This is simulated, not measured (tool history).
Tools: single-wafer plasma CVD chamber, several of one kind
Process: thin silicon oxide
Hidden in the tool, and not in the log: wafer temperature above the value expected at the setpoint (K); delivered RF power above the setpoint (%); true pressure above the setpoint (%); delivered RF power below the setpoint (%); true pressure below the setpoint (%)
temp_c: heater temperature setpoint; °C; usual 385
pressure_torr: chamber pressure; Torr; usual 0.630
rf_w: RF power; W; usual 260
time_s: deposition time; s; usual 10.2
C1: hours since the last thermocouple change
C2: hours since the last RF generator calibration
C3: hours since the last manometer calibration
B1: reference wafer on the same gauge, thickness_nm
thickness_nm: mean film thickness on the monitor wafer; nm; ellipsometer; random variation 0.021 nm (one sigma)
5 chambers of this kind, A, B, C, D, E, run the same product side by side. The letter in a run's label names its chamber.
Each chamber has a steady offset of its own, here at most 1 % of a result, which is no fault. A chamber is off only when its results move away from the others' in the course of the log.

{"run": "1A", "hour": 6.8, "temp_c": 385, "pressure_torr": 0.63, "rf_w": 260, "time_s": 10.2, "C1": 451.9, "C2": 1564.9, "C3": 1020.4, "B1": 13.3, "thickness_nm": 13.897}
{"run": "2D", "hour": 15.5, "temp_c": 385, "pressure_torr": 0.63, "rf_w": 260, "time_s": 10.2, "C1": 521.1, "C2": 291.9, "C3": 234.2, "B1": 13.302, "thickness_nm": 13.804}
{"run": "3C", "hour": 20.6, "temp_c": 385, "pressure_torr": 0.63, "rf_w": 260, "time_s": 10.2, "C1": 170.4, "C2": 1498.8, "C3": 1081.4, "B1": 13.307, "thickness_nm": 13.857}
{"run": "4E", "hour": 28.6, "temp_c": 385, "pressure_torr": 0.63, "rf_w": 260, "time_s": 10.2, "C1": 2607.1, "C2": 107.4, "C3": 255.2, "B1": 13.308, "thickness_nm": 14.045}
{"run": "5B", "hour": 36.3, "temp_c": 385, "pressure_torr": 0.63, "rf_w": 260, "time_s": 10.2, "C1": 972.5, "C2": 513.2, "C3": 1902.9, "B1": 13.307, "thickness_nm": 13.918}
{"run": "6E", "hour": 45.4, "temp_c": 385, "pressure_torr": 0.63, "rf_w": 260, "time_s": 11.6, "C1": 2623.9, "C2": 124.2, "C3": 272.0, "B1": 13.309, "thickness_nm": 15.975}
{"run": "7B", "hour": 51.4, "temp_c": 385, "pressure_torr": 0.63, "rf_w": 260, "time_s": 11.6, "C1": 987.6, "C2": 528.3, "C3": 1918.0, "B1": 13.308, "thickness_nm": 15.864}
{"run": "8C", "hour": 62.3, "temp_c": 385, "pressure_torr": 0.63, "rf_w": 260, "time_s": 11.6, "C1": 212.1, "C2": 1540.5, "C3": 1123.1, "B1": 13.321, "thickness_nm": 15.767}
{"run": "9A", "hour": 72.3, "temp_c": 385, "pressure_torr": 0.63, "rf_w": 260, "time_s": 11.6, "C1": 517.4, "C2": 1630.4, "C3": 1085.9, "B1": 13.316, "thickness_nm": 15.795}
{"run": "10D", "hour": 83.1, "temp_c": 385, "pressure_torr": 0.63, "rf_w": 260, "time_s": 11.6, "C1": 588.7, "C2": 359.5, "C3": 301.8, "B1": 13.324, "thickness_nm": 15.667}
{"run": "11D", "hour": 90.1, "temp_c": 385, "pressure_torr": 0.63, "rf_w": 260, "time_s": 10.2, "C1": 595.7, "C2": 366.5, "C3": 308.8, "B1": 13.317, "thickness_nm": 13.829}
{"run": "12A", "hour": 100.1, "temp_c": 385, "pressure_torr": 0.63, "rf_w": 260, "time_s": 10.2, "C1": 545.2, "C2": 1658.2, "C3": 1113.7, "B1": 13.322, "thickness_nm": 13.932}
{"run": "13B", "hour": 110.9, "temp_c": 385, "pressure_torr": 0.63, "rf_w": 260, "time_s": 10.2, "C1": 1047.1, "C2": 587.8, "C3": 1977.5, "B1": 13.324, "thickness_nm": 13.979}
{"run": "14C", "hour": 118.3, "temp_c": 385, "pressure_torr": 0.63, "rf_w": 260, "time_s": 10.2, "C1": 268.1, "C2": 1596.5, "C3": 1179.1, "B1": 13.329, "thickness_nm": 13.864}
{"run": "15E", "hour": 127.2, "temp_c": 385, "pressure_torr": 0.63, "rf_w": 260, "time_s": 10.2, "C1": 2705.7, "C2": 206.0, "C3": 353.8, "B1": 13.329, "thickness_nm": 14.077}
{"run": "16E", "hour": 137.2, "temp_c": 385, "pressure_torr": 0.63, "rf_w": 260, "time_s": 10.2, "C1": 2715.7, "C2": 216.0, "C3": 363.8, "B1": 13.33, "thickness_nm": 14.059}
{"run": "17A", "hour": 144.6, "temp_c": 385, "pressure_torr": 0.63, "rf_w": 260, "time_s": 10.2, "C1": 589.7, "C2": 1702.7, "C3": 1158.2, "B1": 13.336, "thickness_nm": 13.904}
{"hour": 145.4, "done": "chamber B: thermocouple changed; heater temperature recalibrated"}
{"run": "18B", "hour": 154.3, "temp_c": 385, "pressure_torr": 0.63, "rf_w": 260, "time_s": 10.2, "C1": 8.9, "C2": 631.2, "C3": 2020.9, "B1": 13.333, "thickness_nm": 13.966}
{"run": "19C", "hour": 162.5, "temp_c": 385, "pressure_torr": 0.63, "rf_w": 260, "time_s": 10.2, "C1": 312.3, "C2": 1640.7, "C3": 1223.3, "B1": 13.336, "thickness_nm": 13.936}
{"run": "20D", "hour": 170.1, "temp_c": 385, "pressure_torr": 0.63, "rf_w": 260, "time_s": 10.2, "C1": 675.7, "C2": 446.5, "C3": 388.8, "B1": 13.341, "thickness_nm": 13.836}
{"hour": 174.9, "done": "chamber A: capacitance manometer re-zeroed and calibrated"}
{"run": "21A", "hour": 178.8, "temp_c": 385, "pressure_torr": 0.63, "rf_w": 260, "time_s": 10.2, "C1": 623.9, "C2": 1736.9, "C3": 3.9, "B1": 13.348, "thickness_nm": 13.93}
{"hour": 180.7, "done": "chamber E: thermocouple changed; heater temperature recalibrated"}
{"run": "22C", "hour": 186.4, "temp_c": 385, "pressure_torr": 0.683, "rf_w": 230, "time_s": 10.2, "C1": 336.2, "C2": 1664.6, "C3": 1247.2, "B1": 13.345, "thickness_nm": 14.327}
{"run": "23D", "hour": 196.0, "temp_c": 385, "pressure_torr": 0.683, "rf_w": 230, "time_s": 10.2, "C1": 701.6, "C2": 472.4, "C3": 414.7, "B1": 13.348, "thickness_nm": 14.269}
{"run": "24B", "hour": 206.8, "temp_c": 385, "pressure_torr": 0.683, "rf_w": 230, "time_s": 10.2, "C1": 61.4, "C2": 683.7, "C3": 2073.4, "B1": 13.342, "thickness_nm": 14.485}
{"run": "25E", "hour": 213.3, "temp_c": 385, "pressure_torr": 0.683, "rf_w": 230, "time_s": 10.2, "C1": 32.6, "C2": 292.1, "C3": 439.9, "B1": 13.343, "thickness_nm": 14.542}
{"run": "26D", "hour": 221.2, "temp_c": 385, "pressure_torr": 0.683, "rf_w": 230, "time_s": 10.2, "C1": 726.8, "C2": 497.6, "C3": 439.9, "B1": 13.345, "thickness_nm": 14.272}
{"run": "27E", "hour": 230.1, "temp_c": 385, "pressure_torr": 0.63, "rf_w": 260, "time_s": 10.2, "C1": 49.4, "C2": 308.9, "C3": 456.7, "B1": 13.353, "thickness_nm": 14.115}
{"run": "28A", "hour": 241.1, "temp_c": 385, "pressure_torr": 0.63, "rf_w": 260, "time_s": 10.2, "C1": 686.2, "C2": 1799.2, "C3": 66.2, "B1": 13.354, "thickness_nm": 13.94}
{"run": "29C", "hour": 247.6, "temp_c": 385, "pressure_torr": 0.63, "rf_w": 260, "time_s": 10.2, "C1": 397.4, "C2": 1725.8, "C3": 1308.4, "B1": 13.356, "thickness_nm": 13.951}
{"run": "30B", "hour": 255.6, "temp_c": 385, "pressure_torr": 0.63, "rf_w": 260, "time_s": 10.2, "C1": 110.2, "C2": 732.5, "C3": 2122.2, "B1": 13.352, "thickness_nm": 13.97}
{"hour": 258.5, "done": "chamber C: RF generator calibrated"}
{"run": "31C", "hour": 261.5, "temp_c": 385, "pressure_torr": 0.63, "rf_w": 260, "time_s": 10.2, "C1": 411.3, "C2": 3.1, "C3": 1322.3, "B1": 13.363, "thickness_nm": 13.932}
{"run": "32D", "hour": 270.9, "temp_c": 385, "pressure_torr": 0.63, "rf_w": 260, "time_s": 10.2, "C1": 776.5, "C2": 547.3, "C3": 489.6, "B1": 13.366, "thickness_nm": 13.892}
{"run": "33B", "hour": 276.3, "temp_c": 385, "pressure_torr": 0.63, "rf_w": 260, "time_s": 10.2, "C1": 130.9, "C2": 753.2, "C3": 2142.9, "B1": 13.363, "thickness_nm": 14.016}
{"run": "34E", "hour": 284.4, "temp_c": 385, "pressure_torr": 0.63, "rf_w": 260, "time_s": 10.2, "C1": 103.7, "C2": 363.2, "C3": 511.0, "B1": 13.361, "thickness_nm": 14.089}
{"run": "35A", "hour": 292.4, "temp_c": 385, "pressure_torr": 0.63, "rf_w": 260, "time_s": 10.2, "C1": 737.5, "C2": 1850.5, "C3": 117.5, "B1": 13.367, "thickness_nm": 13.953}
{"run": "36B", "hour": 301.8, "temp_c": 385, "pressure_torr": 0.63, "rf_w": 260, "time_s": 10.2, "C1": 156.4, "C2": 778.7, "C3": 2168.4, "B1": 13.364, "thickness_nm": 14.005}
{"run": "37C", "hour": 308.0, "temp_c": 385, "pressure_torr": 0.63, "rf_w": 260, "time_s": 10.2, "C1": 457.8, "C2": 49.6, "C3": 1368.8, "B1": 13.365, "thickness_nm": 13.942}
{"run": "38D", "hour": 315.2, "temp_c": 385, "pressure_torr": 0.63, "rf_w": 260, "time_s": 10.2, "C1": 820.8, "C2": 591.6, "C3": 533.9, "B1": 13.374, "thickness_nm": 13.871}
{"run": "39A", "hour": 325.5, "temp_c": 385, "pressure_torr": 0.63, "rf_w": 260, "time_s": 10.2, "C1": 770.6, "C2": 1883.6, "C3": 150.6, "B1": 13.374, "thickness_nm": 13.984}
{"run": "40E", "hour": 332.2, "temp_c": 385, "pressure_torr": 0.742, "rf_w": 260, "time_s": 11.4, "C1": 151.5, "C2": 411.0, "C3": 558.8, "B1": 13.376, "thickness_nm": 18.74}
{"run": "41E", "hour": 337.4, "temp_c": 385, "pressure_torr": 0.742, "rf_w": 260, "time_s": 11.4, "C1": 156.7, "C2": 416.2, "C3": 564.0, "B1": 13.379, "thickness_nm": 18.68}
{"run": "42C", "hour": 346.1, "temp_c": 385, "pressure_torr": 0.742, "rf_w": 260, "time_s": 11.4, "C1": 495.9, "C2": 87.7, "C3": 1406.9, "B1": 13.371, "thickness_nm": 18.513}
{"run": "43D", "hour": 355.3, "temp_c": 385, "pressure_torr": 0.742, "rf_w": 260, "time_s": 11.4, "C1": 860.9, "C2": 631.7, "C3": 574.0, "B1": 13.382, "thickness_nm": 18.445}

All 5 chambers run these settings next. Forecast each chamber's results:
{"run": "44A", "hour": 363.2, "temp_c": 385, "pressure_torr": 0.63, "rf_w": 215, "time_s": 10.2, "thickness_nm": "?"}
{"run": "44B", "hour": 363.2, "temp_c": 385, "pressure_torr": 0.63, "rf_w": 215, "time_s": 10.2, "thickness_nm": "?"}
{"run": "44C", "hour": 363.2, "temp_c": 385, "pressure_torr": 0.63, "rf_w": 215, "time_s": 10.2, "thickness_nm": "?"}
{"run": "44D", "hour": 363.2, "temp_c": 385, "pressure_torr": 0.63, "rf_w": 215, "time_s": 10.2, "thickness_nm": "?"}
{"run": "44E", "hour": 363.2, "temp_c": 385, "pressure_torr": 0.63, "rf_w": 215, "time_s": 10.2, "thickness_nm": "?"}

run=44A thickness_nm=12.845
run=44B thickness_nm=12.866
run=44C thickness_nm=12.779
run=44D thickness_nm=12.668
run=44E thickness_nm=12.958
